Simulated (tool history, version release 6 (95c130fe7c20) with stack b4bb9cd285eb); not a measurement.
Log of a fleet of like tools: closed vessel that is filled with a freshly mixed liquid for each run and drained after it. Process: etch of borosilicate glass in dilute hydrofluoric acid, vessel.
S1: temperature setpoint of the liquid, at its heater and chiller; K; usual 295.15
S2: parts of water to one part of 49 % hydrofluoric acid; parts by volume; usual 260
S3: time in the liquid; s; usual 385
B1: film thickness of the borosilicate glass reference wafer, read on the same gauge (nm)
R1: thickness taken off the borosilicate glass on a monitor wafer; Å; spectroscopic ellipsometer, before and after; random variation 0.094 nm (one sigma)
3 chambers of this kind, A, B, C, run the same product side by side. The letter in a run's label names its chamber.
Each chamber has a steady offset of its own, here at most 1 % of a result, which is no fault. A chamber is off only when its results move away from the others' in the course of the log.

run,hour,S1,S2,S3,B1,R1
1C,8.5,295.15,260,385,69.961,305.9
2B,13.1,295.15,260,385,69.969,306.53
3A,20.6,295.15,260,385,69.971,309.98
4C,29,295.15,260,385,70.007,304.18
5B,34.9,295.15,260,385,70.021,303.79
6A,41.9,295.15,260,385,69.965,308.32
7A,49.8,295.15,260,385,69.957,309.6
8C,54.5,295.15,260,385,69.926,306.34
# hour 58.5: chamber A: thermometer replaced
9B,61.6,295.15,260,385,70.028,304.85
10A,68.8,295.15,260,385,70.056,307.7
11C,74,291.65,260,385,69.976,269.31
12B,81.6,291.65,260,385,70.081,266.52
13C,87.3,291.65,260,385,69.978,270.26
14B,95.5,295.15,260,385,70.061,304.65
15A,100.7,295.15,260,385,70.074,310.19
16C,105.9,295.15,260,385,69.982,306.02
17A,111.3,295.15,260,465,70.006,373.05
18B,119.5,295.15,260,465,69.977,371.37
19B,127.9,295.15,260,465,69.971,369.09
20A,136.4,291.15,320,385,69.984,205.73
21C,145.1,291.15,320,385,69.983,203.4
22B,150.5,291.15,320,385,70.001,203.46
23A,156.4,295.15,260,385,70.015,308.32
24C,164.8,295.15,260,385,70.034,302.47
25C,170.3,295.15,260,385,70.029,301.72
26B,177.9,300.15,385,385,69.991,218.53
27A,182.7,300.15,385,385,70.033,220.76
28B,190.4,300.15,385,385,69.945,217.59
29A,198.7,295.15,260,385,69.937,308.92
30C,207.1,295.15,260,385,70.011,301.04
31A,216,295.15,260,385,69.984,308.84
32B,223.7,295.15,260,385,69.999,304.68
33C,227.8,295.15,260,385,70.011,300.73
34A,235.8,295.15,260,385,69.998,310.31
35B,243.3,295.15,260,385,69.954,306.5
36C,249.2,295.15,260,385,70.015,299.38
37A,256.6,295.15,260,385,69.974,309.45
38C,261.2,295.15,260,385,69.998,295.81
39B,266.7,295.15,260,385,69.97,306.83
40B,272,298.15,165,385,69.961,588.09
41C,277.5,298.15,165,385,70.008,575.52
42A,285,298.15,165,385,70.021,594.12
43A,291,295.15,260,385,70.037,309.2

Next, every chamber runs the same settings. What will each give?
44A,297.4,293.15,260,385,,?
44B,297.4,293.15,260,385,,?
44C,297.4,293.15,260,385,,?

run,R1
44A,287.99
44B,285.14
44C,275.26

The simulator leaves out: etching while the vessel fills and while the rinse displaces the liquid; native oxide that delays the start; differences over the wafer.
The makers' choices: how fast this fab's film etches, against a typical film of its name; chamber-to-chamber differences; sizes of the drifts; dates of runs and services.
